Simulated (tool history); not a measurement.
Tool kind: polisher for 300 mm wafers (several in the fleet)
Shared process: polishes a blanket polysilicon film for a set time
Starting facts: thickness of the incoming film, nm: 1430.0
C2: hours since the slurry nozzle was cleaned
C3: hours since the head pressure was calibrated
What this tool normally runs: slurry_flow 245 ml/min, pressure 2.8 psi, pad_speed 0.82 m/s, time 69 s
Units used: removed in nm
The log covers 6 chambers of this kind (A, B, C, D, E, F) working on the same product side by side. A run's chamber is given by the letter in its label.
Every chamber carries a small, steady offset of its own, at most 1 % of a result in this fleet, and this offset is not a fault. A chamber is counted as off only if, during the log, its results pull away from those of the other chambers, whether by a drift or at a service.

Run 1F, hour 10.4: usual settings; wafers polished on this pad 684; C2 98; C3 382.1. Result: removed 495.9 nm.
At hour 18.3: chamber B: head pressure recalibrated.
At hour 20: chamber C: worn pad replaced by a new one.
Run 2D, hour 20.2: usual settings; wafers polished on this pad 277; C2 176.1; C3 397.9. Result: removed 505.79 nm.
At hour 33.6: chamber B: worn pad replaced by a new one.
Run 3E, hour 35.5: usual settings; wafers polished on this pad 793; C2 624.7; C3 627.7. Result: removed 492.02 nm.
Run 4A, hour 47.7: usual settings; wafers polished on this pad 841; C2 265.1; C3 931.2. Result: removed 489.33 nm.
At hour 53.9: chamber F: worn pad replaced by a new one.
Run 5C, hour 61.9: usual settings; wafers polished on this pad 287; C2 609.6; C3 450.6. Result: removed 503.96 nm.
At hour 70.8: chamber C: head pressure recalibrated.
Run 6B, hour 72.5: usual settings; wafers polished on this pad 266; C2 285; C3 54.3. Result: removed 496.46 nm.
At hour 79.2: chamber D: worn pad replaced by a new one.
At hour 85.5: chamber E: slurry nozzle cleaned.
Run 7E, hour 86.4: usual settings; wafers polished on this pad 1141; C2 1; C3 678.6. Result: removed 491.31 nm.
At hour 94.1: chamber E: worn pad replaced by a new one.
Run 8F, hour 94.2: usual settings; wafers polished on this pad 275; C2 181.8; C3 465.9. Result: removed 486.66 nm.
Run 9D, hour 103.3: usual settings; wafers polished on this pad 165; C2 259.2; C3 481. Result: removed 496.36 nm.
Run 10B, hour 118.1: usual settings but pad_speed 0.64 m/s, time 58 s; wafers polished on this pad 578; C2 330.6; C3 99.9. Result: removed 324.71 nm.
At hour 122.4: chamber C: worn pad replaced by a new one.
At hour 126.4: chamber F: head pressure recalibrated.
Run 11C, hour 130: usual settings but pad_speed 0.64 m/s, time 58 s; wafers polished on this pad 52; C2 677.7; C3 59.3. Result: removed 327.45 nm.
Run 12A, hour 137.2: usual settings but pad_speed 0.64 m/s, time 58 s; wafers polished on this pad 1454; C2 354.6; C3 1020.7. Result: removed 328.34 nm.
At hour 141.6: chamber A: worn pad replaced by a new one.
Run 13B, hour 150.2: usual settings but pad_speed 0.64 m/s, time 58 s; wafers polished on this pad 798; C2 362.7; C3 132. Result: removed 319.79 nm.
Run 14A, hour 163.8: usual settings but pad_speed 0.64 m/s, time 58 s; wafers polished on this pad 152; C2 381.2; C3 1047.3. Result: removed 321.25 nm.
At hour 175.1: chamber F: worn pad replaced by a new one.
Run 15C, hour 177.4: usual settings but pad_speed 0.64 m/s, time 58 s; wafers polished on this pad 376; C2 725.1; C3 106.7. Result: removed 326.23 nm.
At hour 181.8: chamber F: slurry nozzle cleaned.
Run 16F, hour 189.8: usual settings but slurry_flow 280 ml/min, pad_speed 0.72 m/s; wafers polished on this pad 101; C2 8; C3 63.5. Result: removed 440.01 nm.
At hour 190.3: chamber A: head pressure recalibrated.
At hour 195.7: chamber B: worn pad replaced by a new one.
Run 17D, hour 200.5: usual settings but slurry_flow 280 ml/min, pad_speed 0.72 m/s; wafers polished on this pad 830; C2 356.4; C3 578.2. Result: removed 445.72 nm.
At hour 203.4: chamber D: worn pad replaced by a new one.
Run 18E, hour 209.2: usual settings but slurry_flow 280 ml/min, pad_speed 0.72 m/s; wafers polished on this pad 787; C2 123.8; C3 801.4. Result: removed 438.76 nm.
At hour 210.3: chamber C: worn pad replaced by a new one.
Run 19A, hour 217.5: usual settings but slurry_flow 280 ml/min, pad_speed 0.72 m/s; wafers polished on this pad 519; C2 434.9; C3 27.3. Result: removed 428.92 nm.
Run 20B, hour 232.8: usual settings but slurry_flow 280 ml/min, pad_speed 0.72 m/s; wafers polished on this pad 254; C2 445.3; C3 214.6. Result: removed 445.52 nm.
Run 21F, hour 239.9: usual settings but slurry_flow 280 ml/min, pad_speed 0.72 m/s; wafers polished on this pad 443; C2 58.1; C3 113.6. Result: removed 451.05 nm.
Run 22E, hour 252.8: usual settings; wafers polished on this pad 1086; C2 167.4; C3 845. Result: removed 504.88 nm.
Run 23C, hour 265.1: usual settings; wafers polished on this pad 375; C2 812.8; C3 194.4. Result: removed 500.98 nm.
Run 24D, hour 274.3: usual settings; wafers polished on this pad 485; C2 430.2; C3 652. Result: removed 512.4 nm.
At hour 278.2: chamber D: head pressure recalibrated.
Run 25A, hour 286.3: usual settings but slurry_flow 200 ml/min; wafers polished on this pad 990; C2 503.7; C3 96.1. Result: removed 481.69 nm.
At hour 288.3: chamber E: worn pad replaced by a new one.
At hour 291.6: chamber F: worn pad replaced by a new one.
At hour 292.3: chamber C: worn pad replaced by a new one.
Run 26B, hour 295.9: usual settings but slurry_flow 200 ml/min; wafers polished on this pad 685; C2 508.4; C3 277.7. Result: removed 482.34 nm.
Run 27F, hour 304.7: usual settings but slurry_flow 200 ml/min; wafers polished on this pad 89; C2 122.9; C3 178.4. Result: removed 481.72 nm.
Run 28E, hour 313.5: usual settings but slurry_flow 200 ml/min; wafers polished on this pad 172; C2 228.1; C3 905.7. Result: removed 492.23 nm.
At hour 317.5: chamber D: worn pad replaced by a new one.
Run 29D, hour 322.5: usual settings but slurry_flow 200 ml/min; wafers polished on this pad 34; C2 478.4; C3 44.4. Result: removed 485.38 nm.
Run 30C, hour 331.5: usual settings but slurry_flow 200 ml/min; wafers polished on this pad 268; C2 879.2; C3 260.8. Result: removed 482.93 nm.
Run 31A, hour 339.2: usual settings; wafers polished on this pad 1352; C2 556.6; C3 149. Result: removed 503.26 nm.
At hour 342.1: chamber C: slurry nozzle cleaned.
Run 32B, hour 346: usual settings; wafers polished on this pad 1028; C2 558.5; C3 327.8. Result: removed 494.27 nm.
Run 33C, hour 359: usual settings; wafers polished on this pad 456; C2 16.9; C3 288.3. Result: removed 483.1 nm.
Run 34E, hour 370.6: usual settings; wafers polished on this pad 563; C2 285.2; C3 962.8. Result: removed 505.21 nm.
Run 35F, hour 377.6: usual settings; wafers polished on this pad 588; C2 195.8; C3 251.3. Result: removed 495.34 nm.
Run 36D, hour 387.8: usual settings; wafers polished on this pad 481; C2 543.7; C3 109.7. Result: removed 510.58 nm.
At hour 391.5: chamber B: worn pad replaced by a new one.
Run 37B, hour 401.2: usual settings; wafers polished on this pad 66; C2 613.7; C3 383. Result: removed 478.43 nm.

The same settings go to every chamber for the next run, one line per chamber below. Forecast the results for each:
Run 38A, hour 412.4: usual settings. Result: removed ?.
Run 38B, hour 412.4: usual settings. Result: removed ?.
Run 38C, hour 412.4: usual settings. Result: removed ?.
Run 38D, hour 412.4: usual settings. Result: removed ?.
Run 38E, hour 412.4: usual settings. Result: removed ?.
Run 38F, hour 412.4: usual settings. Result: removed ?.

run  removed
38A   504.28
38B   482.93
38C    484.9
38D   497.37
38E   501.72
38F   496.88
